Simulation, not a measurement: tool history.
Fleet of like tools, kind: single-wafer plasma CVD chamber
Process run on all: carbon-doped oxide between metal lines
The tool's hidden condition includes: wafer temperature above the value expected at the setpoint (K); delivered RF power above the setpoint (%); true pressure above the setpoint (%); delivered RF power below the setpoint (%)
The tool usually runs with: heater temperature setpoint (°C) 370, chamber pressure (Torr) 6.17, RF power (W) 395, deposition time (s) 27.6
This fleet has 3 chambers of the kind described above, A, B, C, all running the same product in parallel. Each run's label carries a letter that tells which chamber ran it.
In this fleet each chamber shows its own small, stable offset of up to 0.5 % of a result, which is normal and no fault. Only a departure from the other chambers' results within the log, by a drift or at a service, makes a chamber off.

run,day,heater temperature setpoint (°C),chamber pressure (Torr),RF power (W),deposition time (s),hours since the last thermocouple change,hours since the last RF generator calibration,hours since the last manometer calibration,"read-back reference wafer on the same gauge, thickness_nm",mean film thickness on the monitor wafer (angstrom)
1A,0.346,370,6.17,395,27.6,738.9,570.8,888.9,98.025,1176.3
2C,0.646,370,6.17,395,27.6,945.9,1468.0,58.8,97.970,1160.2
3B,0.917,370,6.17,395,27.6,1086.4,146.4,1032.7,97.924,1164.6
4C,1.300,370,6.17,395,27.6,961.6,1483.7,74.5,98.120,1173.0
# day 1.412: chamber C: RF generator calibrated
5A,1.775,370,6.17,395,27.6,773.2,605.1,923.2,98.029,1161.3
6B,2.329,370,6.17,395,27.6,1120.3,180.3,1066.6,98.026,1166.1
7A,2.600,370,6.17,395,27.6,793.0,624.9,943.0,98.023,1167.7
8C,2.875,370,6.17,395,27.6,999.4,35.1,112.3,98.029,1176.2
9B,3.292,370,6.17,395,27.6,1143.4,203.4,1089.7,97.937,1169.1
10C,3.792,370,6.17,395,27.6,1021.4,57.1,134.3,97.901,1172.2
11B,4.275,370,6.17,395,27.6,1167.0,227.0,1113.3,97.862,1157.7
12A,4.671,370,6.17,395,27.6,842.7,674.6,992.7,97.990,1170.7
13B,5.162,370,6.17,395,27.6,1188.3,248.3,1134.6,97.966,1171.7
14A,5.671,370,6.17,395,27.6,866.7,698.6,1016.7,98.129,1162.6
15C,6.112,370,6.17,395,27.6,1077.1,112.8,190.0,98.040,1168.8
16A,6.675,370,6.17,395,27.6,890.8,722.7,1040.8,97.898,1164.6
17B,7.046,370,6.17,395,27.6,1233.5,293.5,1179.8,98.010,1162.3
18C,7.588,370,6.17,395,27.6,1112.5,148.2,225.4,97.893,1171.4
19C,8.058,370,7.59,350,27.6,1123.8,159.5,236.7,98.049,1096.6
20A,8.454,370,7.59,350,27.6,933.5,765.4,1083.5,98.012,1083.1
21B,8.929,370,7.59,350,27.6,1278.7,338.7,1225.0,97.990,1085.3
22C,9.246,370,6.17,395,27.6,1152.3,188.0,265.2,98.073,1164.7
23B,9.579,370,6.17,395,27.6,1294.3,354.3,1240.6,97.971,1156.7
24A,10.146,370,6.17,395,31.6,974.1,806.0,1124.1,97.921,1327.6
25B,10.712,370,6.17,395,31.6,1321.5,381.5,1267.8,97.897,1331.9

What goes on in this fleet: one chamber off, a drifting gauge, or nothing beyond the chambers' own small offsets? Name the chamber and the cause, if any.

No chamber is off and the gauge is stable; the differences are just each chamber's small, constant offset.

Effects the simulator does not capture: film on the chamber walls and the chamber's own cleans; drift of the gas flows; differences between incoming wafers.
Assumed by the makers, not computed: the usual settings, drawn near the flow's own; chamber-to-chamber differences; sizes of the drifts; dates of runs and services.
